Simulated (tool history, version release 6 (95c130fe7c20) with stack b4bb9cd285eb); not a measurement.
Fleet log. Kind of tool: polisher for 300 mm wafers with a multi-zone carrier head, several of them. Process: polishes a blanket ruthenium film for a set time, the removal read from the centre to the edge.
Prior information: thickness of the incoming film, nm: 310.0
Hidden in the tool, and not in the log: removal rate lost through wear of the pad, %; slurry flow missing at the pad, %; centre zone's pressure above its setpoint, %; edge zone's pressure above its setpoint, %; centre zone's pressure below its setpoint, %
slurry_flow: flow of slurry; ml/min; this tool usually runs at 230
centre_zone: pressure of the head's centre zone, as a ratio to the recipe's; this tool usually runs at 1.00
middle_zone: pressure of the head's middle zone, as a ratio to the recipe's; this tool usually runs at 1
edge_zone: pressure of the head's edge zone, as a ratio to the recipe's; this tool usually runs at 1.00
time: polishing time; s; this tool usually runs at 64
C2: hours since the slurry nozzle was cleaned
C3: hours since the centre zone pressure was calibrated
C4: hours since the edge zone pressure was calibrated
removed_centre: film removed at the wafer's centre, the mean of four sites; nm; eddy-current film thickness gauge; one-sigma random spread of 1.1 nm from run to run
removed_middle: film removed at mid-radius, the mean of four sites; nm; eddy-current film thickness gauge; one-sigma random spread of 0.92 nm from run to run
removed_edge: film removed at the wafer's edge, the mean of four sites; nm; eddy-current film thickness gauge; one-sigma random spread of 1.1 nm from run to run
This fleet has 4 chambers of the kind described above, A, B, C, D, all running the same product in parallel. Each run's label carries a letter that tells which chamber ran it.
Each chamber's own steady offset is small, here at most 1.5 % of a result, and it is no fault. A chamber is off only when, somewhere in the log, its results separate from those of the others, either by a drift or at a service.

{"run": "1D", "day": 0.371, "slurry_flow": 230, "centre_zone": 1.0, "middle_zone": 1, "edge_zone": 1.0, "time": 64, "wafers polished on this pad": 854, "C2": 57.4, "C3": 812.1, "C4": 582.4, "removed_centre": 88.444, "removed_middle": 88.772, "removed_edge": 90.102}
{"day": 0.708, "done": "chamber D: worn pad replaced by a new one"}
{"run": "2C", "day": 0.738, "slurry_flow": 230, "centre_zone": 1.0, "middle_zone": 1, "edge_zone": 1.0, "time": 64, "wafers polished on this pad": 1113, "C2": 227.4, "C3": 448.5, "C4": 823.4, "removed_centre": 86.893, "removed_middle": 89.711, "removed_edge": 88.724}
{"day": 0.817, "done": "chamber C: worn pad replaced by a new one"}
{"run": "3A", "day": 1.088, "slurry_flow": 230, "centre_zone": 1.0, "middle_zone": 1, "edge_zone": 1.0, "time": 64, "wafers polished on this pad": 809, "C2": 558.7, "C3": 258.4, "C4": 1239.8, "removed_centre": 87.45, "removed_middle": 89.65, "removed_edge": 90.062}
{"day": 1.204, "done": "chamber C: edge zone pressure recalibrated"}
{"run": "4B", "day": 1.629, "slurry_flow": 230, "centre_zone": 1.0, "middle_zone": 1, "edge_zone": 1.0, "time": 64, "wafers polished on this pad": 1264, "C2": 657.2, "C3": 129.5, "C4": 82.2, "removed_centre": 87.89, "removed_middle": 89.514, "removed_edge": 89.174}
{"run": "5C", "day": 2.054, "slurry_flow": 230, "centre_zone": 1.0, "middle_zone": 1, "edge_zone": 1.0, "time": 64, "wafers polished on this pad": 349, "C2": 259.0, "C3": 480.1, "C4": 20.5, "removed_centre": 87.36, "removed_middle": 88.913, "removed_edge": 89.596}
{"day": 2.133, "done": "chamber A: worn pad replaced by a new one"}
{"run": "6B", "day": 2.375, "slurry_flow": 230, "centre_zone": 1.0, "middle_zone": 1, "edge_zone": 1.0, "time": 64, "wafers polished on this pad": 1474, "C2": 675.1, "C3": 147.4, "C4": 100.1, "removed_centre": 89.187, "removed_middle": 89.952, "removed_edge": 88.552}
{"day": 2.658, "done": "chamber A: slurry nozzle cleaned"}
{"run": "7D", "day": 2.683, "slurry_flow": 230, "centre_zone": 1.0, "middle_zone": 1, "edge_zone": 0.88, "time": 78, "wafers polished on this pad": 557, "C2": 112.9, "C3": 867.6, "C4": 637.9, "removed_centre": 107.87, "removed_middle": 107.98, "removed_edge": 102.02}
{"run": "8A", "day": 3.017, "slurry_flow": 230, "centre_zone": 1.0, "middle_zone": 1, "edge_zone": 0.88, "time": 78, "wafers polished on this pad": 249, "C2": 8.6, "C3": 304.7, "C4": 1286.1, "removed_centre": 108.3, "removed_middle": 108.77, "removed_edge": 102.29}
{"run": "9B", "day": 3.304, "slurry_flow": 230, "centre_zone": 1.0, "middle_zone": 1, "edge_zone": 0.88, "time": 78, "wafers polished on this pad": 1736, "C2": 697.4, "C3": 169.7, "C4": 122.4, "removed_centre": 106.42, "removed_middle": 105.86, "removed_edge": 102.14}
{"run": "10D", "day": 3.775, "slurry_flow": 230, "centre_zone": 1.0, "middle_zone": 1, "edge_zone": 0.88, "time": 78, "wafers polished on this pad": 864, "C2": 139.1, "C3": 893.8, "C4": 664.1, "removed_centre": 108.55, "removed_middle": 109.13, "removed_edge": 101.34}
{"day": 3.888, "done": "chamber D: worn pad replaced by a new one"}
{"run": "11C", "day": 4.238, "slurry_flow": 230, "centre_zone": 1.0, "middle_zone": 1, "edge_zone": 1.0, "time": 64, "wafers polished on this pad": 964, "C2": 311.4, "C3": 532.5, "C4": 72.9, "removed_centre": 89.152, "removed_middle": 90.015, "removed_edge": 87.8}
{"day": 4.446, "done": "chamber A: edge zone pressure recalibrated"}
{"day": 4.496, "done": "chamber C: worn pad replaced by a new one"}
{"run": "12A", "day": 4.612, "slurry_flow": 230, "centre_zone": 1.0, "middle_zone": 1, "edge_zone": 1.0, "time": 64, "wafers polished on this pad": 698, "C2": 46.9, "C3": 343.0, "C4": 4.1, "removed_centre": 90.185, "removed_middle": 88.952, "removed_edge": 86.435}
{"run": "13C", "day": 5.208, "slurry_flow": 230, "centre_zone": 1.0, "middle_zone": 1, "edge_zone": 1.0, "time": 64, "wafers polished on this pad": 201, "C2": 334.7, "C3": 555.8, "C4": 96.2, "removed_centre": 88.923, "removed_middle": 90.685, "removed_edge": 85.872}
{"run": "14B", "day": 5.771, "slurry_flow": 230, "centre_zone": 1.09, "middle_zone": 1, "edge_zone": 1.0, "time": 64, "wafers polished on this pad": 2431, "C2": 756.6, "C3": 228.9, "C4": 181.6, "removed_centre": 94.122, "removed_middle": 85.266, "removed_edge": 86.937}
{"day": 5.938, "done": "chamber A: worn pad replaced by a new one"}
{"run": "15A", "day": 6.367, "slurry_flow": 230, "centre_zone": 1.09, "middle_zone": 1, "edge_zone": 1.0, "time": 64, "wafers polished on this pad": 120, "C2": 89.0, "C3": 385.1, "C4": 46.2, "removed_centre": 97.909, "removed_middle": 90.036, "removed_edge": 89.01}
{"day": 6.742, "done": "chamber C: slurry nozzle cleaned"}
{"run": "16D", "day": 6.925, "slurry_flow": 230, "centre_zone": 1.09, "middle_zone": 1, "edge_zone": 1.0, "time": 64, "wafers polished on this pad": 855, "C2": 214.7, "C3": 969.4, "C4": 739.7, "removed_centre": 97.645, "removed_middle": 90.441, "removed_edge": 89.436}
{"day": 7.404, "done": "chamber D: worn pad replaced by a new one"}
{"run": "17C", "day": 7.554, "slurry_flow": 230, "centre_zone": 1.09, "middle_zone": 1, "edge_zone": 1.0, "time": 64, "wafers polished on this pad": 862, "C2": 19.6, "C3": 612.1, "C4": 152.5, "removed_centre": 97.818, "removed_middle": 90.072, "removed_edge": 88.085}
{"day": 7.746, "done": "chamber C: worn pad replaced by a new one"}
{"run": "18D", "day": 8.108, "slurry_flow": 230, "centre_zone": 1.0, "middle_zone": 1, "edge_zone": 1.0, "time": 64, "wafers polished on this pad": 199, "C2": 243.1, "C3": 997.8, "C4": 768.1, "removed_centre": 90.352, "removed_middle": 88.824, "removed_edge": 88.832}
{"run": "19B", "day": 8.608, "slurry_flow": 230, "centre_zone": 1.0, "middle_zone": 1, "edge_zone": 1.0, "time": 64, "wafers polished on this pad": 3230, "C2": 824.7, "C3": 297.0, "C4": 249.7, "removed_centre": 84.986, "removed_middle": 84.582, "removed_edge": 85.246}
{"run": "20A", "day": 9.092, "slurry_flow": 230, "centre_zone": 1.0, "middle_zone": 1, "edge_zone": 1.0, "time": 64, "wafers polished on this pad": 888, "C2": 154.4, "C3": 450.5, "C4": 111.6, "removed_centre": 89.259, "removed_middle": 88.172, "removed_edge": 89.561}
{"day": 9.35, "done": "chamber A: worn pad replaced by a new one"}
{"run": "21A", "day": 9.55, "slurry_flow": 230, "centre_zone": 1.0, "middle_zone": 1, "edge_zone": 1.0, "time": 64, "wafers polished on this pad": 56, "C2": 165.4, "C3": 461.5, "C4": 122.6, "removed_centre": 88.321, "removed_middle": 87.95, "removed_edge": 87.707}
{"day": 9.696, "done": "chamber D: edge zone pressure recalibrated"}
{"day": 9.917, "done": "chamber B: slurry nozzle cleaned"}
{"run": "22D", "day": 10.142, "slurry_flow": 230, "centre_zone": 1.0, "middle_zone": 1, "edge_zone": 1.0, "time": 64, "wafers polished on this pad": 771, "C2": 291.9, "C3": 1046.6, "C4": 10.8, "removed_centre": 90.47, "removed_middle": 89.531, "removed_edge": 87.512}
{"run": "23C", "day": 10.688, "slurry_flow": 230, "centre_zone": 1.0, "middle_zone": 1, "edge_zone": 1.0, "time": 64, "wafers polished on this pad": 828, "C2": 94.8, "C3": 687.3, "C4": 227.7, "removed_centre": 89.26, "removed_middle": 88.348, "removed_edge": 88.727}
{"day": 10.979, "done": "chamber C: worn pad replaced by a new one"}
{"run": "24B", "day": 11.121, "slurry_flow": 230, "centre_zone": 1.0, "middle_zone": 1, "edge_zone": 1.0, "time": 64, "wafers polished on this pad": 3938, "C2": 29.0, "C3": 357.3, "C4": 310.0, "removed_centre": 83.749, "removed_middle": 82.752, "removed_edge": 81.316}
{"day": 11.3, "done": "chamber D: worn pad replaced by a new one"}
{"run": "25A", "day": 11.454, "slurry_flow": 230, "centre_zone": 1.0, "middle_zone": 1, "edge_zone": 1.0, "time": 64, "wafers polished on this pad": 593, "C2": 211.1, "C3": 507.2, "C4": 168.3, "removed_centre": 88.478, "removed_middle": 89.187, "removed_edge": 89.604}
{"run": "26C", "day": 11.992, "slurry_flow": 230, "centre_zone": 1.0, "middle_zone": 1, "edge_zone": 1.0, "time": 64, "wafers polished on this pad": 286, "C2": 126.1, "C3": 718.6, "C4": 259.0, "removed_centre": 88.099, "removed_middle": 90.446, "removed_edge": 87.162}
{"run": "27D", "day": 12.442, "slurry_flow": 230, "centre_zone": 1.0, "middle_zone": 1, "edge_zone": 1.0, "time": 64, "wafers polished on this pad": 321, "C2": 347.1, "C3": 1101.8, "C4": 66.0, "removed_centre": 90.115, "removed_middle": 88.762, "removed_edge": 88.386}
{"day": 12.508, "done": "chamber A: worn pad replaced by a new one"}
{"run": "28B", "day": 12.796, "slurry_flow": 260, "centre_zone": 1.0, "middle_zone": 1, "edge_zone": 1.1, "time": 64, "wafers polished on this pad": 4410, "C2": 69.2, "C3": 397.5, "C4": 350.2, "removed_centre": 83.467, "removed_middle": 84.738, "removed_edge": 87.533}
{"run": "29D", "day": 13.246, "slurry_flow": 260, "centre_zone": 1.0, "middle_zone": 1, "edge_zone": 1.1, "time": 64, "wafers polished on this pad": 548, "C2": 366.4, "C3": 1121.1, "C4": 85.3, "removed_centre": 92.537, "removed_middle": 91.392, "removed_edge": 95.32}
{"run": "30A", "day": 13.712, "slurry_flow": 260, "centre_zone": 1.0, "middle_zone": 1, "edge_zone": 1.1, "time": 64, "wafers polished on this pad": 339, "C2": 265.3, "C3": 561.4, "C4": 222.5, "removed_centre": 89.958, "removed_middle": 90.827, "removed_edge": 93.176}
{"run": "31C", "day": 14.075, "slurry_flow": 260, "centre_zone": 1.0, "middle_zone": 1, "edge_zone": 1.1, "time": 64, "wafers polished on this pad": 873, "C2": 176.1, "C3": 768.6, "C4": 309.0, "removed_centre": 89.394, "removed_middle": 91.623, "removed_edge": 93.068}
{"run": "32B", "day": 14.379, "slurry_flow": 230, "centre_zone": 1.0, "middle_zone": 1, "edge_zone": 1.0, "time": 64, "wafers polished on this pad": 4856, "C2": 107.2, "C3": 435.5, "C4": 388.2, "removed_centre": 81.019, "removed_middle": 80.675, "removed_edge": 82.037}
{"day": 14.6, "done": "chamber C: worn pad replaced by a new one"}
{"run": "33A", "day": 14.838, "slurry_flow": 230, "centre_zone": 1.0, "middle_zone": 1, "edge_zone": 1.0, "time": 64, "wafers polished on this pad": 656, "C2": 292.3, "C3": 588.4, "C4": 249.5, "removed_centre": 86.557, "removed_middle": 89.59, "removed_edge": 87.765}
{"run": "34C", "day": 15.179, "slurry_flow": 230, "centre_zone": 0.89, "middle_zone": 1, "edge_zone": 1.0, "time": 64, "wafers polished on this pad": 163, "C2": 202.6, "C3": 795.1, "C4": 335.5, "removed_centre": 78.308, "removed_middle": 89.462, "removed_edge": 88.764}
{"day": 15.254, "done": "chamber D: worn pad replaced by a new one"}
{"day": 15.362, "done": "chamber B: centre zone pressure recalibrated"}
{"run": "35D", "day": 15.646, "slurry_flow": 230, "centre_zone": 0.89, "middle_zone": 1, "edge_zone": 1.0, "time": 64, "wafers polished on this pad": 111, "C2": 424.0, "C3": 1178.7, "C4": 142.9, "removed_centre": 79.995, "removed_middle": 88.548, "removed_edge": 89.608}
{"run": "36B", "day": 16.179, "slurry_flow": 230, "centre_zone": 0.89, "middle_zone": 1, "edge_zone": 1.0, "time": 64, "wafers polished on this pad": 5363, "C2": 150.4, "C3": 19.7, "C4": 431.4, "removed_centre": 70.623, "removed_middle": 80.403, "removed_edge": 80.33}
{"day": 16.367, "done": "chamber A: worn pad replaced by a new one"}
{"day": 16.742, "done": "chamber A: centre zone pressure recalibrated"}
{"run": "37D", "day": 16.754, "slurry_flow": 230, "centre_zone": 0.89, "middle_zone": 1, "edge_zone": 1.0, "time": 64, "wafers polished on this pad": 423, "C2": 450.6, "C3": 1205.3, "C4": 169.5, "removed_centre": 78.411, "removed_middle": 88.564, "removed_edge": 89.239}
{"run": "38A", "day": 17.075, "slurry_flow": 230, "centre_zone": 1.0, "middle_zone": 1, "edge_zone": 1.0, "time": 64, "wafers polished on this pad": 199, "C2": 346.0, "C3": 8.0, "C4": 303.2, "removed_centre": 87.091, "removed_middle": 88.851, "removed_edge": 89.0}
{"run": "39C", "day": 17.55, "slurry_flow": 230, "centre_zone": 1.0, "middle_zone": 1, "edge_zone": 1.0, "time": 64, "wafers polished on this pad": 831, "C2": 259.5, "C3": 852.0, "C4": 392.4, "removed_centre": 88.802, "removed_middle": 88.094, "removed_edge": 89.183}

All chambers now run identical settings, listed one chamber a line with results as question marks. What results will each chamber show?
{"run": "40A", "day": 18.0, "slurry_flow": 230, "centre_zone": 1.0, "middle_zone": 1, "edge_zone": 1.0, "time": 64, "removed_centre": "?", "removed_middle": "?", "removed_edge": "?"}
{"run": "40B", "day": 18.0, "slurry_flow": 230, "centre_zone": 1.0, "middle_zone": 1, "edge_zone": 1.0, "time": 64, "removed_centre": "?", "removed_middle": "?", "removed_edge": "?"}
{"run": "40C", "day": 18.0, "slurry_flow": 230, "centre_zone": 1.0, "middle_zone": 1, "edge_zone": 1.0, "time": 64, "removed_centre": "?", "removed_middle": "?", "removed_edge": "?"}
{"run": "40D", "day": 18.0, "slurry_flow": 230, "centre_zone": 1.0, "middle_zone": 1, "edge_zone": 1.0, "time": 64, "removed_centre": "?", "removed_middle": "?", "removed_edge": "?"}

run=40A removed_centre=90.784 removed_middle=89.209 removed_edge=89.251
run=40B removed_centre=79.538 removed_middle=78.410 removed_edge=79.731
run=40C removed_centre=85.600 removed_middle=91.140 removed_edge=88.773
run=40D removed_centre=90.599 removed_middle=88.460 removed_edge=87.963
